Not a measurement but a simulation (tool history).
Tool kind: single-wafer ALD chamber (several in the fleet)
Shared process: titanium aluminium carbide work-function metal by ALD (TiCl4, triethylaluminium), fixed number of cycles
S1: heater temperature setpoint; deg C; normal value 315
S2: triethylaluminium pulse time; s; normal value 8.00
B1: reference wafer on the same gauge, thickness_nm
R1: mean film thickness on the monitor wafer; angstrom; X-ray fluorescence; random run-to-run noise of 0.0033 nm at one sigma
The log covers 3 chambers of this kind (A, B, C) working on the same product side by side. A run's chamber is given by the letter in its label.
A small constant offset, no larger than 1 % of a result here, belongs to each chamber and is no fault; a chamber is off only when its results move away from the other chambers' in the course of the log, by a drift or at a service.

{"run": "1C", "hour": 5.4, "S1": 315, "S2": 8.0, "B1": 1.8602, "R1": 20.691}
{"run": "2A", "hour": 9.4, "S1": 315, "S2": 8.0, "B1": 1.8591, "R1": 20.827}
{"run": "3B", "hour": 14.4, "S1": 315, "S2": 8.0, "B1": 1.8592, "R1": 20.611}
{"run": "4B", "hour": 18.2, "S1": 315, "S2": 8.0, "B1": 1.8592, "R1": 20.573}
{"run": "5C", "hour": 22.9, "S1": 315, "S2": 8.0, "B1": 1.8589, "R1": 20.67}
{"run": "6A", "hour": 27.4, "S1": 315, "S2": 8.0, "B1": 1.8581, "R1": 20.807}
{"run": "7C", "hour": 31.7, "S1": 303, "S2": 10.87, "B1": 1.8572, "R1": 20.455}
{"run": "8B", "hour": 36.5, "S1": 303, "S2": 10.87, "B1": 1.8576, "R1": 20.46}
{"run": "9A", "hour": 39.7, "S1": 303, "S2": 10.87, "B1": 1.857, "R1": 20.563}
{"run": "10B", "hour": 44.5, "S1": 315, "S2": 8.0, "B1": 1.8567, "R1": 20.624}
{"hour": 46.8, "done": "chamber A: thermocouple changed; heater temperature recalibrated"}
{"run": "11A", "hour": 47.1, "S1": 315, "S2": 8.0, "B1": 1.8562, "R1": 20.721}
{"run": "12C", "hour": 52.3, "S1": 315, "S2": 8.0, "B1": 1.8558, "R1": 20.666}
{"run": "13B", "hour": 54.9, "S1": 315, "S2": 8.0, "B1": 1.8557, "R1": 20.623}
{"run": "14A", "hour": 58.0, "S1": 315, "S2": 8.0, "B1": 1.8559, "R1": 20.709}
{"run": "15C", "hour": 63.2, "S1": 315, "S2": 8.0, "B1": 1.8547, "R1": 20.595}
{"run": "16B", "hour": 66.0, "S1": 305, "S2": 8.0, "B1": 1.8554, "R1": 19.749}
{"run": "17A", "hour": 69.4, "S1": 305, "S2": 8.0, "B1": 1.8552, "R1": 19.885}
{"run": "18C", "hour": 72.6, "S1": 305, "S2": 8.0, "B1": 1.8541, "R1": 19.754}
{"run": "19B", "hour": 77.3, "S1": 315, "S2": 8.0, "B1": 1.8545, "R1": 20.627}
{"hour": 79.0, "done": "chamber B: thermocouple changed; heater temperature recalibrated"}
{"run": "20C", "hour": 80.0, "S1": 323, "S2": 9.03, "B1": 1.8543, "R1": 21.753}
{"run": "21A", "hour": 83.4, "S1": 323, "S2": 9.03, "B1": 1.8534, "R1": 21.863}
{"run": "22C", "hour": 88.1, "S1": 323, "S2": 9.03, "B1": 1.8544, "R1": 21.692}
{"run": "23A", "hour": 91.9, "S1": 315, "S2": 8.0, "B1": 1.853, "R1": 20.728}
{"run": "24B", "hour": 95.4, "S1": 315, "S2": 8.0, "B1": 1.8531, "R1": 20.594}
{"hour": 95.9, "done": "chamber C: triethylaluminium bottle replaced"}
{"run": "25B", "hour": 98.5, "S1": 305, "S2": 5.51, "B1": 1.8528, "R1": 17.965}
{"run": "26C", "hour": 103.8, "S1": 305, "S2": 5.51, "B1": 1.852, "R1": 17.838}
{"hour": 104.0, "done": "chamber C: thermocouple changed; heater temperature recalibrated"}
{"run": "27A", "hour": 107.0, "S1": 305, "S2": 5.51, "B1": 1.8527, "R1": 18.107}
{"run": "28A", "hour": 109.8, "S1": 315, "S2": 8.0, "B1": 1.852, "R1": 20.711}
{"run": "29B", "hour": 113.8, "S1": 302, "S2": 9.43, "B1": 1.8509, "R1": 19.984}
{"run": "30C", "hour": 116.2, "S1": 302, "S2": 9.43, "B1": 1.8511, "R1": 20.018}
{"run": "31B", "hour": 119.7, "S1": 302, "S2": 9.43, "B1": 1.8511, "R1": 19.98}
{"run": "32C", "hour": 122.9, "S1": 315, "S2": 8.0, "B1": 1.8512, "R1": 20.603}
{"run": "33A", "hour": 126.3, "S1": 315, "S2": 8.0, "B1": 1.8511, "R1": 20.707}
{"run": "34C", "hour": 130.6, "S1": 315, "S2": 8.0, "B1": 1.8506, "R1": 20.562}
{"run": "35A", "hour": 135.4, "S1": 315, "S2": 8.0, "B1": 1.8496, "R1": 20.715}
{"run": "36B", "hour": 138.6, "S1": 315, "S2": 8.0, "B1": 1.8501, "R1": 20.535}
{"run": "37C", "hour": 141.4, "S1": 315, "S2": 5.2, "B1": 1.8493, "R1": 18.198}
{"run": "38B", "hour": 146.0, "S1": 315, "S2": 5.2, "B1": 1.8493, "R1": 18.356}
{"run": "39A", "hour": 150.5, "S1": 315, "S2": 5.2, "B1": 1.8493, "R1": 18.459}
{"run": "40C", "hour": 155.8, "S1": 302, "S2": 6.36, "B1": 1.849, "R1": 18.457}
{"run": "41B", "hour": 159.7, "S1": 302, "S2": 6.36, "B1": 1.8487, "R1": 18.487}
{"run": "42A", "hour": 162.4, "S1": 302, "S2": 6.36, "B1": 1.8489, "R1": 18.568}
{"run": "43B", "hour": 166.2, "S1": 315, "S2": 8.0, "B1": 1.8482, "R1": 20.473}

One chamber off, gauge drift, or nothing amiss beyond the chambers' own small offsets? If it is a chamber, which one, and what is the likeliest cause?

None of the chambers is off. What moves is the gauge, dragging all their readings along together.
Cause: gauge reads low (%) = 0.659.

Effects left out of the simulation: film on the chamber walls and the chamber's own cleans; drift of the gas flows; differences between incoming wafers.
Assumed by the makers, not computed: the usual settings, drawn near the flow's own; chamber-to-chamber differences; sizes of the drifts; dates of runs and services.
